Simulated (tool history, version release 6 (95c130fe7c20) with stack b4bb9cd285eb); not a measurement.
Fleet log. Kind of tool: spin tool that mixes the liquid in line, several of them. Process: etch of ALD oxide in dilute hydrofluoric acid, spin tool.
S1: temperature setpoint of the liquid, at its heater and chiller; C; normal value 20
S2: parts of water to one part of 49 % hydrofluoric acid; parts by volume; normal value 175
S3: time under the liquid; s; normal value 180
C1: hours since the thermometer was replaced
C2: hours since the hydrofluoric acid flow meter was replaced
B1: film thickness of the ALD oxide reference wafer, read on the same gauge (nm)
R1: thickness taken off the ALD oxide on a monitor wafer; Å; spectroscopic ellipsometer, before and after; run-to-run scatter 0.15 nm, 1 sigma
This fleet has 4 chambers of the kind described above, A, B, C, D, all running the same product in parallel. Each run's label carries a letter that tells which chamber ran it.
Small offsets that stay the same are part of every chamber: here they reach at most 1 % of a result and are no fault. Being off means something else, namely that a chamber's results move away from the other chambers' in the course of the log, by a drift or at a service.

{"run": "1A", "hour": 11.5, "S1": 20, "S2": 175, "S3": 180, "C1": 259.8, "C2": 255.9, "B1": 30.014, "R1": 224.06}
{"run": "2C", "hour": 18.1, "S1": 20, "S2": 175, "S3": 180, "C1": 452.7, "C2": 1994.3, "B1": 30.046, "R1": 221.32}
{"run": "3D", "hour": 27.3, "S1": 20, "S2": 175, "S3": 180, "C1": 246.5, "C2": 428.1, "B1": 29.978, "R1": 228.11}
{"run": "4B", "hour": 33.1, "S1": 20, "S2": 175, "S3": 180, "C1": 2568.5, "C2": 362, "B1": 29.997, "R1": 228.25}
{"run": "5B", "hour": 43.0, "S1": 20, "S2": 175, "S3": 180, "C1": 2578.4, "C2": 371.9, "B1": 29.996, "R1": 226.46}
{"run": "6A", "hour": 53.5, "S1": 20, "S2": 175, "S3": 180, "C1": 301.8, "C2": 297.9, "B1": 29.978, "R1": 225.06}
{"run": "7C", "hour": 61.4, "S1": 20, "S2": 175, "S3": 180, "C1": 496, "C2": 2037.6, "B1": 30.001, "R1": 221.97}
{"hour": 66.9, "done": "chamber C: thermometer replaced"}
{"run": "8D", "hour": 71.6, "S1": 20, "S2": 175, "S3": 180, "C1": 290.8, "C2": 472.4, "B1": 30.029, "R1": 224.96}
{"hour": 71.7, "done": "chamber B: thermometer replaced"}
{"run": "9B", "hour": 79.5, "S1": 20, "S2": 175, "S3": 95, "C1": 7.8, "C2": 408.4, "B1": 30.018, "R1": 119.35}
{"run": "10C", "hour": 88.0, "S1": 20, "S2": 175, "S3": 95, "C1": 21.2, "C2": 2064.2, "B1": 30.012, "R1": 117.41}
{"run": "11A", "hour": 100.0, "S1": 20, "S2": 175, "S3": 95, "C1": 348.3, "C2": 344.4, "B1": 29.978, "R1": 118.74}
{"run": "12D", "hour": 109.2, "S1": 20, "S2": 175, "S3": 95, "C1": 328.4, "C2": 510, "B1": 30.009, "R1": 118.95}
{"run": "13B", "hour": 115.6, "S1": 20, "S2": 175, "S3": 180, "C1": 43.9, "C2": 444.5, "B1": 30.006, "R1": 225.74}
{"run": "14D", "hour": 124.3, "S1": 20, "S2": 175, "S3": 180, "C1": 343.5, "C2": 525.1, "B1": 29.988, "R1": 225.03}
{"run": "15C", "hour": 130.2, "S1": 20, "S2": 175, "S3": 180, "C1": 63.4, "C2": 2106.4, "B1": 30.017, "R1": 219.1}
{"run": "16A", "hour": 139.2, "S1": 20, "S2": 175, "S3": 180, "C1": 387.5, "C2": 383.6, "B1": 30.009, "R1": 222.77}
{"run": "17B", "hour": 147.8, "S1": 20, "S2": 175, "S3": 180, "C1": 76.1, "C2": 476.7, "B1": 29.979, "R1": 220.99}
{"run": "18A", "hour": 155.3, "S1": 20, "S2": 175, "S3": 180, "C1": 403.6, "C2": 399.7, "B1": 29.991, "R1": 223.68}
{"run": "19D", "hour": 167.7, "S1": 20, "S2": 175, "S3": 180, "C1": 386.9, "C2": 568.5, "B1": 30.025, "R1": 223.97}
{"run": "20C", "hour": 175.1, "S1": 22, "S2": 130, "S3": 180, "C1": 108.3, "C2": 2151.3, "B1": 29.959, "R1": 343.26}
{"run": "21C", "hour": 182.2, "S1": 22, "S2": 130, "S3": 180, "C1": 115.4, "C2": 2158.4, "B1": 29.965, "R1": 339.78}
{"run": "22A", "hour": 193.4, "S1": 22, "S2": 130, "S3": 180, "C1": 441.7, "C2": 437.8, "B1": 30.007, "R1": 341.22}
{"run": "23B", "hour": 202.0, "S1": 22, "S2": 130, "S3": 180, "C1": 130.3, "C2": 530.9, "B1": 30.017, "R1": 336.2}
{"run": "24D", "hour": 208.3, "S1": 17, "S2": 175, "S3": 105, "C1": 427.5, "C2": 609.1, "B1": 30.014, "R1": 118.14}
{"run": "25A", "hour": 218.8, "S1": 17, "S2": 175, "S3": 105, "C1": 467.1, "C2": 463.2, "B1": 30.009, "R1": 116.75}
{"run": "26D", "hour": 229.2, "S1": 17, "S2": 175, "S3": 105, "C1": 448.4, "C2": 630, "B1": 30.004, "R1": 117.33}
{"run": "27C", "hour": 235.9, "S1": 17, "S2": 175, "S3": 105, "C1": 169.1, "C2": 2212.1, "B1": 29.995, "R1": 115.15}
{"run": "28B", "hour": 247.3, "S1": 20, "S2": 145, "S3": 220, "C1": 175.6, "C2": 576.2, "B1": 30.007, "R1": 328.32}
{"run": "29D", "hour": 253.1, "S1": 20, "S2": 145, "S3": 220, "C1": 472.3, "C2": 653.9, "B1": 30, "R1": 346.58}
{"run": "30C", "hour": 263.6, "S1": 20, "S2": 145, "S3": 220, "C1": 196.8, "C2": 2239.8, "B1": 30, "R1": 338.65}
{"run": "31A", "hour": 272.7, "S1": 20, "S2": 145, "S3": 220, "C1": 521, "C2": 517.1, "B1": 29.979, "R1": 340.13}
{"run": "32B", "hour": 284.0, "S1": 20, "S2": 175, "S3": 180, "C1": 212.3, "C2": 612.9, "B1": 29.982, "R1": 210.11}
{"hour": 287.0, "done": "chamber C: hydrofluoric acid flow meter replaced"}
{"run": "33D", "hour": 291.5, "S1": 20, "S2": 205, "S3": 180, "C1": 510.7, "C2": 692.3, "B1": 30.014, "R1": 185.9}
{"run": "34A", "hour": 302.0, "S1": 20, "S2": 205, "S3": 180, "C1": 550.3, "C2": 546.4, "B1": 29.993, "R1": 185.46}
{"run": "35C", "hour": 310.4, "S1": 20, "S2": 205, "S3": 180, "C1": 243.6, "C2": 23.5, "B1": 30.027, "R1": 185.61}
{"run": "36B", "hour": 318.8, "S1": 20, "S2": 205, "S3": 180, "C1": 247.1, "C2": 647.7, "B1": 30.014, "R1": 175.5}
{"run": "37B", "hour": 328.0, "S1": 20, "S2": 175, "S3": 180, "C1": 256.3, "C2": 656.9, "B1": 29.959, "R1": 209.51}
{"run": "38C", "hour": 333.9, "S1": 20, "S2": 175, "S3": 180, "C1": 267.1, "C2": 47, "B1": 29.967, "R1": 224.19}
{"run": "39D", "hour": 343.3, "S1": 20, "S2": 175, "S3": 180, "C1": 562.5, "C2": 744.1, "B1": 30.017, "R1": 225.19}
{"run": "40A", "hour": 349.7, "S1": 20, "S2": 175, "S3": 180, "C1": 598, "C2": 594.1, "B1": 30, "R1": 222.88}

Which is it: a chamber that has drifted or been left off by a service, a gauge drift common to all chambers, or only each chamber's usual small offset? If a chamber is off, name it and its likeliest cause.

Little by little, chamber B moves away from the other chambers.
Most likely cause: hydrofluoric acid flow below the setpoint (%) = 6.9.
The log may not separate it from: liquid colder than its thermometer reads (K).

Below are 4 candidate recipes for chamber B's next run, each the usual settings with a change, their results shown as question marks. Which of them brings B's results back in line with what the other chambers give on the usual settings?
Maximum distance from the other chambers' mean on the usual settings for a result to count as in line: R1 5.3 Å
{"run": "41B-1", "hour": 359.2, "S1": 18, "S2": 175, "S3": 180, "R1": "?"}
{"run": "41B-2", "hour": 359.2, "S1": 20.5, "S2": 175, "S3": 180, "R1": "?"}
{"run": "41B-3", "hour": 359.2, "S1": 20, "S2": 180, "S3": 180, "R1": "?"}
{"run": "41B-4", "hour": 359.2, "S1": 22, "S2": 175, "S3": 180, "R1": "?"}

Average result of the remaining chambers running the usual settings: R1 224.74 Å
run=41B-1 R1=191.68
run=41B-2 R1=211.66
run=41B-3 R1=200.71
run=41B-4 R1=224.37
With 41B-4, the chamber falls back in line with the rest.

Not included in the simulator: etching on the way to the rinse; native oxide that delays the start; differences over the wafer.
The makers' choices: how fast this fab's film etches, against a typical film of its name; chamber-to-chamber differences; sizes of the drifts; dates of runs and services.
